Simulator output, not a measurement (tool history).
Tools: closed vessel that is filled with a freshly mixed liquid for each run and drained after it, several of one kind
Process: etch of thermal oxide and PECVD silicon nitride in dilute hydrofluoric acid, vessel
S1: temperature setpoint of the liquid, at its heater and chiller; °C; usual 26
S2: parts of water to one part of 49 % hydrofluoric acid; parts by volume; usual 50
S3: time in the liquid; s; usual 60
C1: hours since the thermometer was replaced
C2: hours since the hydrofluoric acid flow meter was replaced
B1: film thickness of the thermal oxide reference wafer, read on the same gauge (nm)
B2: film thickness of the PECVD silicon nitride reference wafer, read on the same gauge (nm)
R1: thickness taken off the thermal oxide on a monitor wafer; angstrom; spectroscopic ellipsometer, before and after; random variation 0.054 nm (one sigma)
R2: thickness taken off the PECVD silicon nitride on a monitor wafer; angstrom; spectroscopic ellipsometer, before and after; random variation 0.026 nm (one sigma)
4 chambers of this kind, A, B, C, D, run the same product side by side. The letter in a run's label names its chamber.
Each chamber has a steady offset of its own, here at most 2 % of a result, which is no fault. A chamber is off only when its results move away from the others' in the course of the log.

run	day	S1	S2	S3	C1	C2	B1	B2	R1	R2
1A	0.512	26	50	60	774.0	974.5	100.010	139.99	68.540	33.951
2C	0.971	26	50	60	1014.6	1117.4	99.993	140.00	66.732	33.177
3B	1.238	26	50	60	56.5	498.6	99.984	140.01	66.707	33.003
4D	1.612	26	50	60	1001.2	410.4	99.997	139.99	67.651	33.519
5D	2.150	26	50	60	1014.1	423.3	100.010	139.99	67.050	33.838
6A	2.554	26	50	60	823.0	1023.5	100.000	140.00	68.156	33.210
7B	2.904	26	50	60	96.5	538.6	100.020	140.00	67.824	33.278
8C	3.167	26	50	60	1067.3	1170.1	99.995	139.99	66.459	33.137
9A	3.500	26	50	60	845.7	1046.2	100.010	140.01	67.437	33.371
10B	3.825	26	50	60	118.6	560.7	100.000	140.00	67.439	33.152
11C	4.117	26	50	60	1090.1	1192.9	99.996	140.00	66.035	33.853
12D	4.438	26	50	60	1069.0	478.2	99.997	139.99	67.380	33.123
13A	4.842	26	50	60	877.9	1078.4	99.991	140.01	67.721	32.911
14C	5.129	26	50	60	1114.4	1217.2	99.997	140.00	66.478	33.188
15D	5.417	26	50	60	1092.5	501.7	100.020	140.01	66.997	33.588
16B	5.896	26	60	45	168.3	610.4	100.010	140.01	40.565	20.714
17A	6.392	26	60	45	915.1	1115.6	99.994	139.99	41.495	21.115
18C	6.858	26	60	45	1155.9	1258.7	100.030	140.01	40.791	20.900
19B	7.104	26	60	45	197.3	639.4	100.000	140.00	41.226	20.660
20D	7.579	26	50	60	1144.4	553.6	99.994	140.00	66.503	33.182
21B	8.017	26	50	60	219.2	661.3	100.000	139.98	66.186	33.541
22D	8.517	26	50	60	1166.9	576.1	100.010	140.00	66.884	33.519
# day 9.058: chamber B: hydrofluoric acid flow meter replaced
23C	9.058	26	50	60	1208.7	1311.5	100.010	139.99	66.464	33.466
24A	9.417	26	50	60	987.7	1188.2	99.991	140.00	68.005	33.855
25B	9.938	26	50	60	265.3	21.1	100.040	139.99	67.947	33.051
26D	10.267	26	50	60	1208.9	618.1	100.010	139.99	66.435	33.810
27C	10.550	26	50	60	1244.5	1347.3	99.994	139.99	66.773	32.913
# day 10.808: chamber D: hydrofluoric acid flow meter replaced
28A	10.842	26	50	60	1021.9	1222.4	100.010	140.01	67.306	33.004
29B	11.267	26	50	60	297.2	53.0	100.010	140.01	66.103	33.213
30D	11.725	26	50	60	1243.9	22.1	99.972	140.01	65.860	33.691
31C	12.079	26	50	60	1281.2	1384.0	100.020	140.01	66.446	33.675
32A	12.392	26	50	60	1059.1	1259.6	99.989	140.01	69.039	33.403
33B	12.938	26	50	60	337.3	93.1	99.996	139.99	67.190	33.182
34D	13.229	26	50	60	1280.0	58.2	99.990	140.00	66.251	33.218

Is one chamber off against the others, does the gauge drift, or is nothing wrong? If a chamber is off, say which, and what the likeliest cause is.

No chamber stands off beyond its own small offset, and the gauge holds steady.
